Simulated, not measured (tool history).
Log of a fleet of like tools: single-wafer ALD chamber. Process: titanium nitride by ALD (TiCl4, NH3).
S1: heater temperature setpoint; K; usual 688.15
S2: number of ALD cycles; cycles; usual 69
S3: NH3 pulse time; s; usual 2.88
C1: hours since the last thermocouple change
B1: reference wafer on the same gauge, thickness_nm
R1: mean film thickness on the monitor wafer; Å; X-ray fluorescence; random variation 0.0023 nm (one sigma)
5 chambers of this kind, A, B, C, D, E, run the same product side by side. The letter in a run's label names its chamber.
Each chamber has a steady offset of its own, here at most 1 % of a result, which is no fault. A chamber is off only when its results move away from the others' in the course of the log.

run 1E hour=7.1 | S1=688.15 S2=69 S3=2.88 | C1=416.7 | B1=1.3194 | R1=15.382
run 2B hour=11.7 | S1=688.15 S2=69 S3=2.88 | C1=1357.1 | B1=1.32 | R1=15.535
run 3A hour=17.4 | S1=688.15 S2=69 S3=2.88 | C1=1793.4 | B1=1.319 | R1=15.401
run 4C hour=24.9 | S1=688.15 S2=69 S3=2.88 | C1=1816.9 | B1=1.3189 | R1=15.5
run 5D hour=30.2 | S1=688.15 S2=69 S3=2.88 | C1=1504.6 | B1=1.3186 | R1=15.527
run 6B hour=36 | S1=693.15 S2=69 S3=3.78 | C1=1381.4 | B1=1.3194 | R1=15.612
run 7A hour=42.1 | S1=693.15 S2=69 S3=3.78 | C1=1818.1 | B1=1.3182 | R1=15.513
run 8C hour=48 | S1=693.15 S2=69 S3=3.78 | C1=1840 | B1=1.3183 | R1=15.626
run 9E hour=53.5 | S1=693.15 S2=69 S3=3.78 | C1=463.1 | B1=1.3185 | R1=15.526
run 10D hour=59.1 | S1=693.15 S2=69 S3=3.78 | C1=1533.5 | B1=1.3181 | R1=15.611
run 11A hour=65.7 | S1=688.15 S2=69 S3=2.88 | C1=1841.7 | B1=1.3179 | R1=15.417
run 12C hour=71.1 | S1=688.15 S2=69 S3=2.88 | C1=1863.1 | B1=1.3178 | R1=15.485
run 13B hour=77.1 | S1=688.15 S2=69 S3=2.88 | C1=1422.5 | B1=1.317 | R1=15.511
run 14D hour=82.8 | S1=694.15 S2=69 S3=2.88 | C1=1557.2 | B1=1.3168 | R1=15.519
run 15E hour=88.6 | S1=694.15 S2=69 S3=2.88 | C1=498.2 | B1=1.3171 | R1=15.416
run 16E hour=95 | S1=694.15 S2=69 S3=2.88 | C1=504.6 | B1=1.3163 | R1=15.347
run 17D hour=100.4 | S1=694.15 S2=69 S3=2.88 | C1=1574.8 | B1=1.3168 | R1=15.532
run 18A hour=104.6 | S1=694.15 S2=69 S3=2.88 | C1=1880.6 | B1=1.3165 | R1=15.42
run 19C hour=109.3 | S1=688.15 S2=69 S3=2.88 | C1=1901.3 | B1=1.3162 | R1=15.499
run 20B hour=115.8 | S1=688.15 S2=69 S3=2.88 | C1=1461.2 | B1=1.3159 | R1=15.51
run 21E hour=120.7 | S1=688.15 S2=69 S3=2.88 | C1=530.3 | B1=1.3157 | R1=15.341
run 22C hour=125.2 | S1=688.15 S2=69 S3=2.88 | C1=1917.2 | B1=1.3161 | R1=15.461
run 23D hour=129.4 | S1=688.15 S2=69 S3=2.88 | C1=1603.8 | B1=1.3157 | R1=15.504
run 24B hour=134.2 | S1=688.15 S2=69 S3=2.88 | C1=1479.6 | B1=1.3152 | R1=15.483
run 25A hour=141.5 | S1=688.15 S2=69 S3=2.88 | C1=1917.5 | B1=1.3149 | R1=15.377
run 26C hour=146.3 | S1=688.15 S2=69 S3=2.88 | C1=1938.3 | B1=1.3152 | R1=15.482
run 27D hour=153.6 | S1=703.15 S2=69 S3=2.05 | C1=1628 | B1=1.3149 | R1=15.379
run 28B hour=160.7 | S1=703.15 S2=69 S3=2.05 | C1=1506.1 | B1=1.3147 | R1=15.314
run 29E hour=168.4 | S1=703.15 S2=69 S3=2.05 | C1=578 | B1=1.3142 | R1=15.292
run 30A hour=174.4 | S1=703.15 S2=69 S3=2.05 | C1=1950.4 | B1=1.3141 | R1=15.272
run 31D hour=178.7 | S1=703.15 S2=69 S3=2.05 | C1=1653.1 | B1=1.3139 | R1=15.402
run 32E hour=186.5 | S1=688.15 S2=69 S3=2.88 | C1=596.1 | B1=1.3136 | R1=15.327
run 33A hour=191.6 | S1=688.15 S2=69 S3=2.88 | C1=1967.6 | B1=1.3134 | R1=15.34
run 34B hour=196.2 | S1=702.15 S2=82 S3=2.88 | C1=1541.6 | B1=1.3132 | R1=18.38
run 35C hour=201.2 | S1=702.15 S2=82 S3=2.88 | C1=1993.2 | B1=1.3131 | R1=18.336
run 36D hour=205.5 | S1=702.15 S2=82 S3=2.88 | C1=1679.9 | B1=1.3129 | R1=18.437
run 37E hour=209.7 | S1=702.15 S2=82 S3=2.88 | C1=619.3 | B1=1.3127 | R1=18.226
run 38B hour=216.5 | S1=702.15 S2=82 S3=2.88 | C1=1561.9 | B1=1.3126 | R1=18.326
run 39A hour=220.5 | S1=688.15 S2=69 S3=2.88 | C1=1996.5 | B1=1.3121 | R1=15.358
run 40C hour=225.5 | S1=688.15 S2=69 S3=2.88 | C1=2017.5 | B1=1.3118 | R1=15.428

Next, every chamber runs the same settings. What will each give?
run 41A hour=231.3 | S1=699.15 S2=69 S3=2.88 | R1=?
run 41B hour=231.3 | S1=699.15 S2=69 S3=2.88 | R1=?
run 41C hour=231.3 | S1=699.15 S2=69 S3=2.88 | R1=?
run 41D hour=231.3 | S1=699.15 S2=69 S3=2.88 | R1=?
run 41E hour=231.3 | S1=699.15 S2=69 S3=2.88 | R1=?

run=41A R1=15.327
run=41B R1=15.4
run=41C R1=15.441
run=41D R1=15.473
run=41E R1=15.322
